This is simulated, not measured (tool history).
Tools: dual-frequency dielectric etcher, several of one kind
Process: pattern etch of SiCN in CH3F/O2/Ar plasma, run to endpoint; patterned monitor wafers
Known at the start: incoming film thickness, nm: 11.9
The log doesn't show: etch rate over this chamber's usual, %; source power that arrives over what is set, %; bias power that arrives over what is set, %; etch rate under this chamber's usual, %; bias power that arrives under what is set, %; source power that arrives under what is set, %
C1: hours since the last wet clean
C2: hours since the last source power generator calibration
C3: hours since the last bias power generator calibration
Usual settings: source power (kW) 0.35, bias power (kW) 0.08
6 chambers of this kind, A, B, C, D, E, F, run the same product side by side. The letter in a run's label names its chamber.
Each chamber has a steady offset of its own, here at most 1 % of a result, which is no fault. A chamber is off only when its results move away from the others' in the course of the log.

run 1F hour=12.6 | source_power_(kW)=0.35 bias_power_(kW)=0.08 | C1=512.1 C2=2315.6 C3=3067.8 | endpoint_time_(s)=32.016
run 2D hour=22.2 | source_power_(kW)=0.35 bias_power_(kW)=0.08 | C1=170.5 C2=958.7 C3=128.1 | endpoint_time_(s)=32.329
run 3B hour=32.1 | source_power_(kW)=0.35 bias_power_(kW)=0.08 | C1=502.7 C2=68.9 C3=2479.6 | endpoint_time_(s)=31.973
-- hour=37.3 chamber F: source power generator calibrated
run 4A hour=40.2 | source_power_(kW)=0.35 bias_power_(kW)=0.08 | C1=330.5 C2=2957.7 C3=297.5 | endpoint_time_(s)=32.385
run 5C hour=48.6 | source_power_(kW)=0.35 bias_power_(kW)=0.08 | C1=54.9 C2=707.8 C3=2703.3 | endpoint_time_(s)=32.19
-- hour=54 chamber F: wet clean of the chamber
run 6E hour=54.6 | source_power_(kW)=0.35 bias_power_(kW)=0.08 | C1=420.7 C2=1856.6 C3=795.4 | endpoint_time_(s)=32.252
run 7D hour=62.6 | source_power_(kW)=0.35 bias_power_(kW)=0.08 | C1=210.9 C2=999.1 C3=168.5 | endpoint_time_(s)=32.552
-- hour=68.6 chamber E: wet clean of the chamber
run 8F hour=73.3 | source_power_(kW)=0.35 bias_power_(kW)=0.08 | C1=19.4 C2=36.1 C3=3128.5 | endpoint_time_(s)=32.348
run 9E hour=86.1 | source_power_(kW)=0.35 bias_power_(kW)=0.08 | C1=17.6 C2=1888.1 C3=826.9 | endpoint_time_(s)=32.259
run 10B hour=93.9 | source_power_(kW)=0.35 bias_power_(kW)=0.08 | C1=564.5 C2=130.7 C3=2541.4 | endpoint_time_(s)=31.751
run 11C hour=101.4 | source_power_(kW)=0.3 bias_power_(kW)=0.071 | C1=107.7 C2=760.6 C3=2756.1 | endpoint_time_(s)=35.707
run 12A hour=110 | source_power_(kW)=0.3 bias_power_(kW)=0.071 | C1=400.3 C2=3027.5 C3=367.3 | endpoint_time_(s)=35.667
run 13A hour=119.1 | source_power_(kW)=0.3 bias_power_(kW)=0.071 | C1=409.4 C2=3036.6 C3=376.4 | endpoint_time_(s)=35.688
run 14C hour=127.3 | source_power_(kW)=0.3 bias_power_(kW)=0.071 | C1=133.6 C2=786.5 C3=2782 | endpoint_time_(s)=35.69
-- hour=128.5 chamber B: wet clean of the chamber
run 15F hour=136.8 | source_power_(kW)=0.3 bias_power_(kW)=0.071 | C1=82.9 C2=99.6 C3=3192 | endpoint_time_(s)=35.678
run 16B hour=146.3 | source_power_(kW)=0.3 bias_power_(kW)=0.071 | C1=17.9 C2=183.1 C3=2593.8 | endpoint_time_(s)=35.296
run 17D hour=154.9 | source_power_(kW)=0.35 bias_power_(kW)=0.08 | C1=303.2 C2=1091.4 C3=260.8 | endpoint_time_(s)=32.662
-- hour=162.1 chamber E: source power generator calibrated
run 18E hour=167.9 | source_power_(kW)=0.35 bias_power_(kW)=0.08 | C1=99.4 C2=5.9 C3=908.7 | endpoint_time_(s)=32.078
run 19E hour=179.7 | source_power_(kW)=0.35 bias_power_(kW)=0.08 | C1=111.2 C2=17.7 C3=920.5 | endpoint_time_(s)=32.226
run 20C hour=193.2 | source_power_(kW)=0.35 bias_power_(kW)=0.08 | C1=199.5 C2=852.4 C3=2847.9 | endpoint_time_(s)=32.197
run 21A hour=205.6 | source_power_(kW)=0.35 bias_power_(kW)=0.08 | C1=495.9 C2=3123.1 C3=462.9 | endpoint_time_(s)=32.495
-- hour=207.3 chamber A: source power generator calibrated
run 22B hour=213 | source_power_(kW)=0.35 bias_power_(kW)=0.08 | C1=84.6 C2=249.8 C3=2660.5 | endpoint_time_(s)=31.941
-- hour=215.4 chamber A: wet clean of the chamber
run 23D hour=219.6 | source_power_(kW)=0.35 bias_power_(kW)=0.08 | C1=367.9 C2=1156.1 C3=325.5 | endpoint_time_(s)=32.208
run 24F hour=232.1 | source_power_(kW)=0.35 bias_power_(kW)=0.08 | C1=178.2 C2=194.9 C3=3287.3 | endpoint_time_(s)=32.15
run 25F hour=238.8 | source_power_(kW)=0.35 bias_power_(kW)=0.08 | C1=184.9 C2=201.6 C3=3294 | endpoint_time_(s)=32.245
run 26D hour=246.3 | source_power_(kW)=0.42 bias_power_(kW)=0.091 | C1=394.6 C2=1182.8 C3=352.2 | endpoint_time_(s)=28.902
run 27C hour=259.1 | source_power_(kW)=0.42 bias_power_(kW)=0.091 | C1=265.4 C2=918.3 C3=2913.8 | endpoint_time_(s)=28.895
run 28B hour=268.5 | source_power_(kW)=0.42 bias_power_(kW)=0.091 | C1=140.1 C2=305.3 C3=2716 | endpoint_time_(s)=28.648
run 29A hour=277.2 | source_power_(kW)=0.42 bias_power_(kW)=0.091 | C1=61.8 C2=69.9 C3=534.5 | endpoint_time_(s)=28.5
run 30E hour=284.8 | source_power_(kW)=0.42 bias_power_(kW)=0.091 | C1=216.3 C2=122.8 C3=1025.6 | endpoint_time_(s)=28.766
run 31D hour=294.4 | source_power_(kW)=0.42 bias_power_(kW)=0.091 | C1=442.7 C2=1230.9 C3=400.3 | endpoint_time_(s)=28.873
run 32C hour=305.6 | source_power_(kW)=0.35 bias_power_(kW)=0.087 | C1=311.9 C2=964.8 C3=2960.3 | endpoint_time_(s)=31.206
run 33F hour=313.7 | source_power_(kW)=0.35 bias_power_(kW)=0.087 | C1=259.8 C2=276.5 C3=3368.9 | endpoint_time_(s)=31.392
run 34E hour=322.1 | source_power_(kW)=0.35 bias_power_(kW)=0.087 | C1=253.6 C2=160.1 C3=1062.9 | endpoint_time_(s)=31.423
-- hour=328.8 chamber B: bias power generator calibrated
run 35B hour=333.2 | source_power_(kW)=0.35 bias_power_(kW)=0.087 | C1=204.8 C2=370 C3=4.4 | endpoint_time_(s)=31.043
run 36A hour=342.3 | source_power_(kW)=0.35 bias_power_(kW)=0.087 | C1=126.9 C2=135 C3=599.6 | endpoint_time_(s)=31.213
run 37F hour=355 | source_power_(kW)=0.35 bias_power_(kW)=0.087 | C1=301.1 C2=317.8 C3=3410.2 | endpoint_time_(s)=31.227
run 38E hour=368.4 | source_power_(kW)=0.35 bias_power_(kW)=0.08 | C1=299.9 C2=206.4 C3=1109.2 | endpoint_time_(s)=32.439
run 39B hour=375.4 | source_power_(kW)=0.35 bias_power_(kW)=0.08 | C1=247 C2=412.2 C3=46.6 | endpoint_time_(s)=31.856
-- hour=382.6 chamber C: wet clean of the chamber
run 40A hour=388.8 | source_power_(kW)=0.35 bias_power_(kW)=0.08 | C1=173.4 C2=181.5 C3=646.1 | endpoint_time_(s)=32.188
run 41D hour=395 | source_power_(kW)=0.35 bias_power_(kW)=0.08 | C1=543.3 C2=1331.5 C3=500.9 | endpoint_time_(s)=32.231
run 42C hour=403.7 | source_power_(kW)=0.35 bias_power_(kW)=0.092 | C1=21.2 C2=1062.9 C3=3058.4 | endpoint_time_(s)=30.588
run 43C hour=409.7 | source_power_(kW)=0.35 bias_power_(kW)=0.092 | C1=27.2 C2=1068.9 C3=3064.4 | endpoint_time_(s)=30.431
-- hour=416 chamber D: wet clean of the chamber
run 44D hour=422.7 | source_power_(kW)=0.35 bias_power_(kW)=0.092 | C1=6.7 C2=1359.2 C3=528.6 | endpoint_time_(s)=30.592

Is one chamber off against the others, does the gauge drift, or is nothing wrong? If a chamber is off, say which, and what the likeliest cause is.

No chamber stands off beyond its own small offset, and the gauge holds steady.
